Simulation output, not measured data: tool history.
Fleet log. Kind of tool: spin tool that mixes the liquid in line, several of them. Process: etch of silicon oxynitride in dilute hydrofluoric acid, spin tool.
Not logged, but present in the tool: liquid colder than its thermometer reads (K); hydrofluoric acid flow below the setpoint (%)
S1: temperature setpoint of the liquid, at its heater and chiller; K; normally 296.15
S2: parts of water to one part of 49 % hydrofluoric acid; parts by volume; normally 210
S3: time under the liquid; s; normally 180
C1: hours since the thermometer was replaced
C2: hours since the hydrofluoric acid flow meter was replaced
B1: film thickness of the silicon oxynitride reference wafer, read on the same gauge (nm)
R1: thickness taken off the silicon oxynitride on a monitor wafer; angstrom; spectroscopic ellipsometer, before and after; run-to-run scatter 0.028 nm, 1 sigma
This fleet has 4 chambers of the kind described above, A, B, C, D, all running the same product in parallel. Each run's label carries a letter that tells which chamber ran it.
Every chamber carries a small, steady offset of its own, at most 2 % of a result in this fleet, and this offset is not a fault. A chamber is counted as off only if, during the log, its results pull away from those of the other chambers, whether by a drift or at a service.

run	hour	S1	S2	S3	C1	C2	B1	R1
1B	5.1	296.15	210	180	1042.7	99.0	130.03	12.3770
2C	13.7	296.15	210	180	2236.8	635.8	130.05	12.4060
3A	20.2	296.15	210	180	1693.9	761.1	129.99	12.5270
4D	31.0	296.15	210	180	753.3	293.9	130.01	12.2870
5B	37.2	296.15	210	180	1074.8	131.1	130.02	13.0070
6D	45.9	296.15	210	180	768.2	308.8	129.99	12.9840
7C	53.0	296.15	210	180	2276.1	675.1	130.05	12.5540
# hour 56.5: chamber B: thermometer replaced
8A	59.5	296.15	210	180	1733.2	800.4	129.98	12.0630
9B	69.8	296.15	210	255	13.3	163.7	130.04	17.3780
10A	75.1	296.15	210	255	1748.8	816.0	130.01	17.1220
11D	81.5	296.15	210	255	803.8	344.4	130.00	18.8580
12C	89.9	296.15	210	255	2313.0	712.0	129.98	17.0620
13C	96.4	296.15	210	180	2319.5	718.5	129.98	12.1770
# hour 98.1: chamber A: thermometer replaced
14D	105.3	296.15	210	100	827.6	368.2	130.00	7.1859
15A	113.1	296.15	210	100	15.0	854.0	129.99	6.9429
16B	122.7	296.15	210	100	66.2	216.6	129.96	7.0343
17C	133.8	296.15	210	100	2356.9	755.9	129.99	7.0009
18D	142.3	296.15	210	180	864.6	405.2	130.01	11.9780
19A	149.1	296.15	210	180	51.0	890.0	129.97	12.5140
20B	157.5	296.15	210	180	101.0	251.4	130.01	12.7430
21B	166.5	296.15	265	180	110.0	260.4	129.97	9.5509
22D	171.7	296.15	265	180	894.0	434.6	129.99	9.4696
23A	178.5	296.15	265	180	80.4	919.4	129.98	9.4429
24C	185.0	296.15	265	180	2408.1	807.1	129.99	9.4696
25D	190.6	296.15	210	180	912.9	453.5	130.02	13.0560
26C	201.3	296.15	210	180	2424.4	823.4	130.01	12.8220
27B	211.9	296.15	210	180	155.4	305.8	130.02	12.5740
28A	218.4	296.15	210	180	120.3	959.3	130.02	12.3180
29D	225.1	296.15	210	180	947.4	488.0	130.00	12.1030
30C	235.2	296.15	210	180	2458.3	857.3	130.00	12.4810
31A	243.0	296.15	210	180	144.9	983.9	129.95	12.2050
32B	248.4	296.15	210	180	191.9	342.3	130.00	12.4750
33A	256.6	296.15	210	230	158.5	997.5	129.98	15.5820
34D	262.1	296.15	210	230	984.4	525.0	129.99	16.0420
35C	268.4	296.15	210	230	2491.5	890.5	130.02	15.7000
# hour 270.7: chamber C: thermometer replaced
# hour 270.8: chamber A: hydrofluoric acid flow meter replaced
36B	279.3	296.15	210	230	222.8	373.2	129.98	16.4540
37A	289.0	296.15	210	180	190.9	18.3	129.99	12.5690
38C	298.7	296.15	210	180	28.0	920.8	129.97	12.2600
39D	307.4	296.15	210	180	1029.7	570.3	129.98	12.8810
40B	314.9	299.15	210	180	258.4	408.8	129.96	14.6760
41A	321.4	299.15	210	180	223.3	50.7	130.03	14.0260
42B	328.3	299.15	210	180	271.8	422.2	130.03	14.1470
43C	337.6	299.15	210	180	66.9	959.7	129.99	14.3980
44D	347.9	296.15	210	180	1070.2	610.8	130.00	12.8110

Predict what each chamber gives when all 4 of them run the settings below next.
45A	356.1	296.15	210	180				?
45B	356.1	296.15	210	180				?
45C	356.1	296.15	210	180				?
45D	356.1	296.15	210	180				?

run	R1
45A	12.5120
45B	12.3760
45C	12.9750
45D	12.7970

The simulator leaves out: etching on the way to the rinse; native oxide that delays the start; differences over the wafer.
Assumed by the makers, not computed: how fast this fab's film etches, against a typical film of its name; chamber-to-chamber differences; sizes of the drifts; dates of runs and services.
